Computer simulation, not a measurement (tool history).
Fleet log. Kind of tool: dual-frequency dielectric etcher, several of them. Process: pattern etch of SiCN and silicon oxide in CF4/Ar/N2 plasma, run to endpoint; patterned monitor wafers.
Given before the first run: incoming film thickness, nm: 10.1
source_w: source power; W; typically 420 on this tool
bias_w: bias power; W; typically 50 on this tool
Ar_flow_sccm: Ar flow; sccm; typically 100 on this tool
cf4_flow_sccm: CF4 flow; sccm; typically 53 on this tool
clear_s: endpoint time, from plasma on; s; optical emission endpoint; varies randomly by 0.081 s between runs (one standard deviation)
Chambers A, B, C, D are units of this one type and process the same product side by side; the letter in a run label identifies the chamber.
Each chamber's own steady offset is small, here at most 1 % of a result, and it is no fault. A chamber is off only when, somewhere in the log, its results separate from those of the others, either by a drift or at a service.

Run 1A, hour 11.1: usual settings. Result: clear_s 14.501 s.
At hour 18.8: chamber A: wet clean of the chamber.
Run 2D, hour 21.8: usual settings. Result: clear_s 14.715 s.
Run 3C, hour 27.8: usual settings. Result: clear_s 14.534 s.
Run 4B, hour 38.8: usual settings. Result: clear_s 14.644 s.
Run 5C, hour 48.1: usual settings but source_w 380 W, Ar_flow_sccm 120 sccm. Result: clear_s 16.536 s.
Run 6A, hour 58.7: usual settings but source_w 380 W, Ar_flow_sccm 120 sccm. Result: clear_s 16.478 s.
Run 7B, hour 64.6: usual settings but source_w 380 W, Ar_flow_sccm 120 sccm. Result: clear_s 16.624 s.
Run 8D, hour 70.3: usual settings but source_w 380 W, Ar_flow_sccm 120 sccm. Result: clear_s 16.694 s.
At hour 74.9: chamber C: wet clean of the chamber.
Run 9B, hour 75.5: usual settings. Result: clear_s 14.791 s.
Run 10A, hour 87.2: usual settings but source_w 360 W, Ar_flow_sccm 88 sccm. Result: clear_s 16.414 s.
At hour 93.5: chamber D: wet clean of the chamber.
Run 11C, hour 96.6: usual settings but source_w 360 W, Ar_flow_sccm 88 sccm. Result: clear_s 16.310 s.
At hour 102.9: chamber B: source power generator calibrated.
Run 12D, hour 103.6: usual settings but source_w 360 W, Ar_flow_sccm 88 sccm. Result: clear_s 16.439 s.
Run 13A, hour 109.0: usual settings but source_w 360 W, Ar_flow_sccm 88 sccm. Result: clear_s 16.601 s.
Run 14C, hour 114.1: usual settings. Result: clear_s 14.701 s.
Run 15D, hour 124.6: usual settings but bias_w 43 W, cf4_flow_sccm 59 sccm. Result: clear_s 15.049 s.
Run 16B, hour 135.3: usual settings but bias_w 43 W, cf4_flow_sccm 59 sccm. Result: clear_s 15.735 s.
Run 17D, hour 145.5: usual settings but bias_w 43 W, cf4_flow_sccm 59 sccm. Result: clear_s 15.317 s.
Run 18C, hour 156.5: usual settings but bias_w 43 W, cf4_flow_sccm 59 sccm. Result: clear_s 15.169 s.
Run 19B, hour 164.4: usual settings but source_w 380 W, cf4_flow_sccm 44 sccm. Result: clear_s 17.489 s.
Run 20A, hour 172.1: usual settings but source_w 380 W, cf4_flow_sccm 44 sccm. Result: clear_s 16.586 s.
At hour 173.6: chamber C: bias power generator calibrated.
Run 21B, hour 177.1: usual settings but source_w 380 W, cf4_flow_sccm 44 sccm. Result: clear_s 17.422 s.
Run 22A, hour 183.0: usual settings but source_w 380 W, cf4_flow_sccm 44 sccm. Result: clear_s 16.571 s.
Run 23D, hour 193.8: usual settings. Result: clear_s 14.631 s.
Run 24C, hour 205.0: usual settings. Result: clear_s 14.708 s.
At hour 207.8: chamber B: Ar flow controller replaced.
Run 25D, hour 212.7: usual settings. Result: clear_s 14.687 s.
Run 26B, hour 221.9: usual settings. Result: clear_s 15.298 s.
Run 27A, hour 228.0: usual settings. Result: clear_s 14.698 s.
Run 28C, hour 234.8: usual settings. Result: clear_s 14.764 s.
Run 29D, hour 243.0: usual settings. Result: clear_s 14.521 s.
Run 30B, hour 249.6: usual settings. Result: clear_s 15.282 s.
Run 31A, hour 258.3: usual settings. Result: clear_s 14.576 s.
Run 32C, hour 267.6: usual settings. Result: clear_s 14.821 s.
Run 33A, hour 275.7: usual settings but source_w 490 W, Ar_flow_sccm 84 sccm. Result: clear_s 12.412 s.
Run 34C, hour 282.0: usual settings but source_w 490 W, Ar_flow_sccm 84 sccm. Result: clear_s 12.427 s.
Run 35D, hour 288.1: usual settings but source_w 490 W, Ar_flow_sccm 84 sccm. Result: clear_s 12.363 s.
Run 36B, hour 293.3: usual settings but source_w 490 W, Ar_flow_sccm 84 sccm. Result: clear_s 12.944 s.
Run 37C, hour 302.5: usual settings. Result: clear_s 14.661 s.
Run 38A, hour 308.7: usual settings. Result: clear_s 14.618 s.
Run 39B, hour 315.4: usual settings. Result: clear_s 15.200 s.
Run 40D, hour 327.0: usual settings. Result: clear_s 14.759 s.

Predict what each chamber gives when all 4 of them run the settings below next.
Run 41A, hour 335.4: usual settings. Result: clear_s ?.
Run 41B, hour 335.4: usual settings. Result: clear_s ?.
Run 41C, hour 335.4: usual settings. Result: clear_s ?.
Run 41D, hour 335.4: usual settings. Result: clear_s ?.

run  clear_s
41A   14.491
41B   15.269
41C   14.442
41D   14.657
